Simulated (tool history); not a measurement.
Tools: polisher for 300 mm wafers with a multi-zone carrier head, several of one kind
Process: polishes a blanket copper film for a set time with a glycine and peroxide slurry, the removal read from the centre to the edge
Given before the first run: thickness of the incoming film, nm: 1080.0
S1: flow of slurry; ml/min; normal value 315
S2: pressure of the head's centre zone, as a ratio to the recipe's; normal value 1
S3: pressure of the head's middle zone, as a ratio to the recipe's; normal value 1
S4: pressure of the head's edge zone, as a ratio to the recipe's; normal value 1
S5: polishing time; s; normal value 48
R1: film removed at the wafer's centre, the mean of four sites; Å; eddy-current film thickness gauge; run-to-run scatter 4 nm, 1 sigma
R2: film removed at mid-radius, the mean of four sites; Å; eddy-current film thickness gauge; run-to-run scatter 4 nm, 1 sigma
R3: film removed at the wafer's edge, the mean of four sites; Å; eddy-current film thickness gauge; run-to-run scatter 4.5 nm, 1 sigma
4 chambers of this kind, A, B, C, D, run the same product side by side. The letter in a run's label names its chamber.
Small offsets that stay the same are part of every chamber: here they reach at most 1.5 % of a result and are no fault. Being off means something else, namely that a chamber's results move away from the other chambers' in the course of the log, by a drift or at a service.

{"day": 0.358, "done": "chamber C: worn pad replaced by a new one"}
{"run": "1D", "day": 0.529, "S1": 315, "S2": 1, "S3": 1, "S4": 1, "S5": 48, "R1": 3862.1, "R2": 3882.1, "R3": 3882.9}
{"run": "2B", "day": 0.779, "S1": 315, "S2": 1, "S3": 1, "S4": 1, "S5": 48, "R1": 3781.6, "R2": 3780.6, "R3": 3914.2}
{"day": 0.846, "done": "chamber B: worn pad replaced by a new one"}
{"run": "3A", "day": 1.096, "S1": 315, "S2": 1, "S3": 1, "S4": 1, "S5": 48, "R1": 3942.7, "R2": 3934.5, "R3": 3826.3}
{"run": "4C", "day": 1.404, "S1": 315, "S2": 1, "S3": 1, "S4": 1, "S5": 48, "R1": 3840, "R2": 3828.7, "R3": 3926.1}
{"run": "5D", "day": 1.654, "S1": 315, "S2": 1, "S3": 1, "S4": 1, "S5": 48, "R1": 3906.5, "R2": 3946, "R3": 3792.3}
{"day": 2.042, "done": "chamber D: worn pad replaced by a new one"}
{"run": "6C", "day": 2.104, "S1": 315, "S2": 1, "S3": 1, "S4": 1, "S5": 48, "R1": 3838.8, "R2": 3824.7, "R3": 3896.5}
{"run": "7A", "day": 2.667, "S1": 315, "S2": 1, "S3": 1, "S4": 1, "S5": 48, "R1": 3948.8, "R2": 3934.7, "R3": 3828.8}
{"day": 2.962, "done": "chamber C: worn pad replaced by a new one"}
{"run": "8B", "day": 3.029, "S1": 315, "S2": 1, "S3": 1, "S4": 1, "S5": 48, "R1": 3824.2, "R2": 3819.8, "R3": 3880.9}
{"run": "9B", "day": 3.367, "S1": 315, "S2": 1, "S3": 1, "S4": 1, "S5": 48, "R1": 3908.2, "R2": 3862.4, "R3": 3825.4}
{"day": 3.479, "done": "chamber A: worn pad replaced by a new one"}
{"run": "10A", "day": 3.738, "S1": 315, "S2": 1, "S3": 1, "S4": 1, "S5": 48, "R1": 3951.5, "R2": 3900.1, "R3": 3889.5}
{"run": "11D", "day": 4.229, "S1": 315, "S2": 1, "S3": 1, "S4": 1, "S5": 48, "R1": 3853.1, "R2": 3835.7, "R3": 3743.2}
{"day": 4.362, "done": "chamber C: edge zone pressure recalibrated"}
{"run": "12C", "day": 4.542, "S1": 315, "S2": 1, "S3": 1, "S4": 1, "S5": 48, "R1": 3926.7, "R2": 3828, "R3": 3834.8}
{"day": 4.688, "done": "chamber B: worn pad replaced by a new one"}
{"day": 5.012, "done": "chamber C: worn pad replaced by a new one"}
{"run": "13A", "day": 5.017, "S1": 375, "S2": 1, "S3": 1.07, "S4": 1, "S5": 48, "R1": 3946.2, "R2": 4144.1, "R3": 3871.2}
{"run": "14B", "day": 5.312, "S1": 375, "S2": 1, "S3": 1.07, "S4": 1, "S5": 48, "R1": 3896, "R2": 4170.5, "R3": 3986.7}
{"run": "15C", "day": 5.588, "S1": 375, "S2": 1, "S3": 1.07, "S4": 1, "S5": 48, "R1": 3919, "R2": 4144, "R3": 3893.3}
{"day": 5.621, "done": "chamber D: worn pad replaced by a new one"}
{"run": "16D", "day": 5.871, "S1": 375, "S2": 1, "S3": 1.07, "S4": 1, "S5": 48, "R1": 4021.7, "R2": 4214.6, "R3": 3861.2}
{"day": 5.908, "done": "chamber D: edge zone pressure recalibrated"}
{"run": "17C", "day": 6.367, "S1": 315, "S2": 1, "S3": 1, "S4": 1, "S5": 48, "R1": 3788.3, "R2": 3788.6, "R3": 3831.3}
{"run": "18B", "day": 6.704, "S1": 315, "S2": 1, "S3": 1, "S4": 1, "S5": 48, "R1": 3881.2, "R2": 3889.7, "R3": 3897.7}
{"run": "19D", "day": 7.167, "S1": 315, "S2": 1, "S3": 1, "S4": 1, "S5": 48, "R1": 4063.9, "R2": 3948.8, "R3": 3861}
{"day": 7.367, "done": "chamber B: slurry nozzle cleaned"}
{"run": "20A", "day": 7.496, "S1": 315, "S2": 1, "S3": 1, "S4": 1, "S5": 48, "R1": 3918.9, "R2": 3799.5, "R3": 3872.6}
{"day": 7.517, "done": "chamber A: worn pad replaced by a new one"}
{"day": 7.725, "done": "chamber C: worn pad replaced by a new one"}
{"run": "21B", "day": 8.012, "S1": 315, "S2": 1, "S3": 1, "S4": 1, "S5": 48, "R1": 3806, "R2": 3790.8, "R3": 3854.7}
{"run": "22D", "day": 8.383, "S1": 315, "S2": 1, "S3": 1, "S4": 1, "S5": 48, "R1": 4165.9, "R2": 3865.7, "R3": 3760.8}
{"day": 8.421, "done": "chamber B: worn pad replaced by a new one"}
{"day": 8.604, "done": "chamber D: worn pad replaced by a new one"}
{"run": "23A", "day": 8.879, "S1": 315, "S2": 1, "S3": 1, "S4": 1, "S5": 48, "R1": 3928.8, "R2": 3812.5, "R3": 3902.5}
{"run": "24C", "day": 9.15, "S1": 315, "S2": 1, "S3": 1, "S4": 1, "S5": 48, "R1": 3872.9, "R2": 3758.9, "R3": 3854.8}
{"run": "25D", "day": 9.442, "S1": 315, "S2": 1, "S3": 1, "S4": 1, "S5": 48, "R1": 4303.5, "R2": 3868.9, "R3": 3874.4}
{"day": 9.942, "done": "chamber A: centre zone pressure recalibrated"}
{"run": "26C", "day": 10.004, "S1": 315, "S2": 1, "S3": 1, "S4": 1, "S5": 48, "R1": 3863.3, "R2": 3816.3, "R3": 3818.7}
{"day": 10.183, "done": "chamber C: worn pad replaced by a new one"}
{"run": "27B", "day": 10.538, "S1": 315, "S2": 1, "S3": 1, "S4": 1, "S5": 41, "R1": 3280.6, "R2": 3264, "R3": 3323.5}
{"run": "28A", "day": 10.867, "S1": 315, "S2": 1, "S3": 1, "S4": 1, "S5": 41, "R1": 3336.7, "R2": 3299.8, "R3": 3228.9}
{"day": 11.092, "done": "chamber A: worn pad replaced by a new one"}
{"run": "29C", "day": 11.267, "S1": 315, "S2": 1, "S3": 1, "S4": 1, "S5": 41, "R1": 3286.3, "R2": 3212.1, "R3": 3297}
{"run": "30A", "day": 11.796, "S1": 315, "S2": 1, "S3": 1, "S4": 1, "S5": 41, "R1": 3313.8, "R2": 3336.9, "R3": 3279.7}

Predict what each chamber gives when all 4 of them run the settings below next.
{"run": "31A", "day": 12.212, "S1": 315, "S2": 1, "S3": 1, "S4": 0.92, "S5": 48, "R1": "?", "R2": "?", "R3": "?"}
{"run": "31B", "day": 12.212, "S1": 315, "S2": 1, "S3": 1, "S4": 0.92, "S5": 48, "R1": "?", "R2": "?", "R3": "?"}
{"run": "31C", "day": 12.212, "S1": 315, "S2": 1, "S3": 1, "S4": 0.92, "S5": 48, "R1": "?", "R2": "?", "R3": "?"}
{"run": "31D", "day": 12.212, "S1": 315, "S2": 1, "S3": 1, "S4": 0.92, "S5": 48, "R1": "?", "R2": "?", "R3": "?"}

run=31A R1=3925.9 R2=3805.9 R3=3727
run=31B R1=3818.2 R2=3824.5 R3=3710
run=31C R1=3881.8 R2=3734.5 R3=3684.2
run=31D R1=4368.2 R2=3797.6 R3=3689.3
